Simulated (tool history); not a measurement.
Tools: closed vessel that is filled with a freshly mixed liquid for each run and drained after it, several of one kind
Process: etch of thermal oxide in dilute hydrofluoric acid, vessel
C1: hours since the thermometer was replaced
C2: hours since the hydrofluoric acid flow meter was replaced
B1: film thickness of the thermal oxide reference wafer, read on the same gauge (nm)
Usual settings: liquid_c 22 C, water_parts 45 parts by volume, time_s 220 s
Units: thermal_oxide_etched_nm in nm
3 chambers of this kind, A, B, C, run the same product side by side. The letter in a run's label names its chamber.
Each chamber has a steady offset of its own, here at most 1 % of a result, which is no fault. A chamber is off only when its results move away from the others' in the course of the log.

{"run": "1C", "hour": 5.1, "liquid_c": 22, "water_parts": 45, "time_s": 220, "C1": 1327.4, "C2": 312, "B1": 130.02, "thermal_oxide_etched_nm": 23.732}
{"run": "2A", "hour": 11.7, "liquid_c": 22, "water_parts": 45, "time_s": 220, "C1": 430.6, "C2": 932.4, "B1": 130.02, "thermal_oxide_etched_nm": 23.308}
{"run": "3B", "hour": 22.3, "liquid_c": 22, "water_parts": 45, "time_s": 220, "C1": 94.5, "C2": 587.4, "B1": 129.99, "thermal_oxide_etched_nm": 23.588}
{"run": "4A", "hour": 29.8, "liquid_c": 22, "water_parts": 45, "time_s": 220, "C1": 448.7, "C2": 950.5, "B1": 130.03, "thermal_oxide_etched_nm": 23.334}
{"run": "5C", "hour": 34.4, "liquid_c": 22, "water_parts": 45, "time_s": 220, "C1": 1356.7, "C2": 341.3, "B1": 129.97, "thermal_oxide_etched_nm": 23.632}
{"run": "6B", "hour": 41.4, "liquid_c": 22, "water_parts": 45, "time_s": 220, "C1": 113.6, "C2": 606.5, "B1": 130.02, "thermal_oxide_etched_nm": 23.825}
{"run": "7B", "hour": 47.2, "liquid_c": 22, "water_parts": 45, "time_s": 220, "C1": 119.4, "C2": 612.3, "B1": 129.98, "thermal_oxide_etched_nm": 23.413}
{"run": "8A", "hour": 55.8, "liquid_c": 22, "water_parts": 45, "time_s": 220, "C1": 474.7, "C2": 976.5, "B1": 129.99, "thermal_oxide_etched_nm": 23.381}
{"run": "9C", "hour": 60.7, "liquid_c": 19.5, "water_parts": 35, "time_s": 220, "C1": 1383, "C2": 367.6, "B1": 129.99, "thermal_oxide_etched_nm": 27.521}
{"run": "10A", "hour": 70.7, "liquid_c": 19.5, "water_parts": 35, "time_s": 220, "C1": 489.6, "C2": 991.4, "B1": 130, "thermal_oxide_etched_nm": 27.243}
{"run": "11B", "hour": 76.5, "liquid_c": 19.5, "water_parts": 35, "time_s": 220, "C1": 148.7, "C2": 641.6, "B1": 129.99, "thermal_oxide_etched_nm": 27.177}
{"run": "12C", "hour": 81.8, "liquid_c": 22, "water_parts": 45, "time_s": 220, "C1": 1404.1, "C2": 388.7, "B1": 130, "thermal_oxide_etched_nm": 23.374}
{"run": "13A", "hour": 89.2, "liquid_c": 22, "water_parts": 45, "time_s": 220, "C1": 508.1, "C2": 1009.9, "B1": 129.99, "thermal_oxide_etched_nm": 23.258}
{"run": "14B", "hour": 98.7, "liquid_c": 22, "water_parts": 45, "time_s": 220, "C1": 170.9, "C2": 663.8, "B1": 130, "thermal_oxide_etched_nm": 22.549}
{"run": "15C", "hour": 106.3, "liquid_c": 18, "water_parts": 45, "time_s": 220, "C1": 1428.6, "C2": 413.2, "B1": 129.97, "thermal_oxide_etched_nm": 19.731}
{"run": "16A", "hour": 113.5, "liquid_c": 18, "water_parts": 45, "time_s": 220, "C1": 532.4, "C2": 1034.2, "B1": 130, "thermal_oxide_etched_nm": 19.291}
{"run": "17B", "hour": 124.3, "liquid_c": 18, "water_parts": 45, "time_s": 220, "C1": 196.5, "C2": 689.4, "B1": 130, "thermal_oxide_etched_nm": 19.202}
{"run": "18C", "hour": 130.7, "liquid_c": 22, "water_parts": 45, "time_s": 220, "C1": 1453, "C2": 437.6, "B1": 130.01, "thermal_oxide_etched_nm": 23.305}
{"run": "19B", "hour": 135.9, "liquid_c": 22, "water_parts": 45, "time_s": 220, "C1": 208.1, "C2": 701, "B1": 130, "thermal_oxide_etched_nm": 22.397}
{"run": "20C", "hour": 140.8, "liquid_c": 22, "water_parts": 45, "time_s": 220, "C1": 1463.1, "C2": 447.7, "B1": 130, "thermal_oxide_etched_nm": 23.328}
{"run": "21A", "hour": 150.7, "liquid_c": 22, "water_parts": 45, "time_s": 220, "C1": 569.6, "C2": 1071.4, "B1": 130.01, "thermal_oxide_etched_nm": 23.13}
{"run": "22B", "hour": 159.3, "liquid_c": 22, "water_parts": 45, "time_s": 220, "C1": 231.5, "C2": 724.4, "B1": 129.99, "thermal_oxide_etched_nm": 21.98}
{"run": "23C", "hour": 168.1, "liquid_c": 22, "water_parts": 45, "time_s": 220, "C1": 1490.4, "C2": 475, "B1": 129.99, "thermal_oxide_etched_nm": 23.916}
{"run": "24A", "hour": 176.2, "liquid_c": 20, "water_parts": 45, "time_s": 220, "C1": 595.1, "C2": 1096.9, "B1": 130.01, "thermal_oxide_etched_nm": 21.143}
{"run": "25A", "hour": 185.4, "liquid_c": 20, "water_parts": 45, "time_s": 220, "C1": 604.3, "C2": 1106.1, "B1": 129.97, "thermal_oxide_etched_nm": 21.256}
{"run": "26C", "hour": 190.5, "liquid_c": 20, "water_parts": 45, "time_s": 220, "C1": 1512.8, "C2": 497.4, "B1": 129.99, "thermal_oxide_etched_nm": 21.749}
{"run": "27B", "hour": 197.2, "liquid_c": 17, "water_parts": 45, "time_s": 110, "C1": 269.4, "C2": 762.3, "B1": 130.03, "thermal_oxide_etched_nm": 8.7612}
{"run": "28B", "hour": 208.0, "liquid_c": 17, "water_parts": 45, "time_s": 110, "C1": 280.2, "C2": 773.1, "B1": 130.01, "thermal_oxide_etched_nm": 8.7012}
{"run": "29C", "hour": 214.7, "liquid_c": 17, "water_parts": 45, "time_s": 110, "C1": 1537, "C2": 521.6, "B1": 129.99, "thermal_oxide_etched_nm": 9.5996}
{"run": "30A", "hour": 223.1, "liquid_c": 22, "water_parts": 45, "time_s": 220, "C1": 642, "C2": 1143.8, "B1": 130.01, "thermal_oxide_etched_nm": 23.22}
{"hour": 227.2, "done": "chamber C: thermometer replaced"}
{"run": "31A", "hour": 230.0, "liquid_c": 22, "water_parts": 45, "time_s": 220, "C1": 648.9, "C2": 1150.7, "B1": 130, "thermal_oxide_etched_nm": 23.287}
{"run": "32C", "hour": 238.7, "liquid_c": 22, "water_parts": 45, "time_s": 220, "C1": 11.5, "C2": 545.6, "B1": 130.03, "thermal_oxide_etched_nm": 23.201}
{"run": "33B", "hour": 245.3, "liquid_c": 22, "water_parts": 45, "time_s": 220, "C1": 317.5, "C2": 810.4, "B1": 130.01, "thermal_oxide_etched_nm": 21.437}
{"run": "34B", "hour": 253.1, "liquid_c": 17.5, "water_parts": 45, "time_s": 280, "C1": 325.3, "C2": 818.2, "B1": 130, "thermal_oxide_etched_nm": 22.38}
{"run": "35A", "hour": 261.2, "liquid_c": 17.5, "water_parts": 45, "time_s": 280, "C1": 680.1, "C2": 1181.9, "B1": 130.02, "thermal_oxide_etched_nm": 24.145}

Next, every chamber runs the same settings. What will each give?
{"run": "36A", "hour": 268.9, "liquid_c": 22, "water_parts": 45, "time_s": 220, "thermal_oxide_etched_nm": "?"}
{"run": "36B", "hour": 268.9, "liquid_c": 22, "water_parts": 45, "time_s": 220, "thermal_oxide_etched_nm": "?"}
{"run": "36C", "hour": 268.9, "liquid_c": 22, "water_parts": 45, "time_s": 220, "thermal_oxide_etched_nm": "?"}

run=36A thermal_oxide_etched_nm=23.092
run=36B thermal_oxide_etched_nm=21.245
run=36C thermal_oxide_etched_nm=23.419

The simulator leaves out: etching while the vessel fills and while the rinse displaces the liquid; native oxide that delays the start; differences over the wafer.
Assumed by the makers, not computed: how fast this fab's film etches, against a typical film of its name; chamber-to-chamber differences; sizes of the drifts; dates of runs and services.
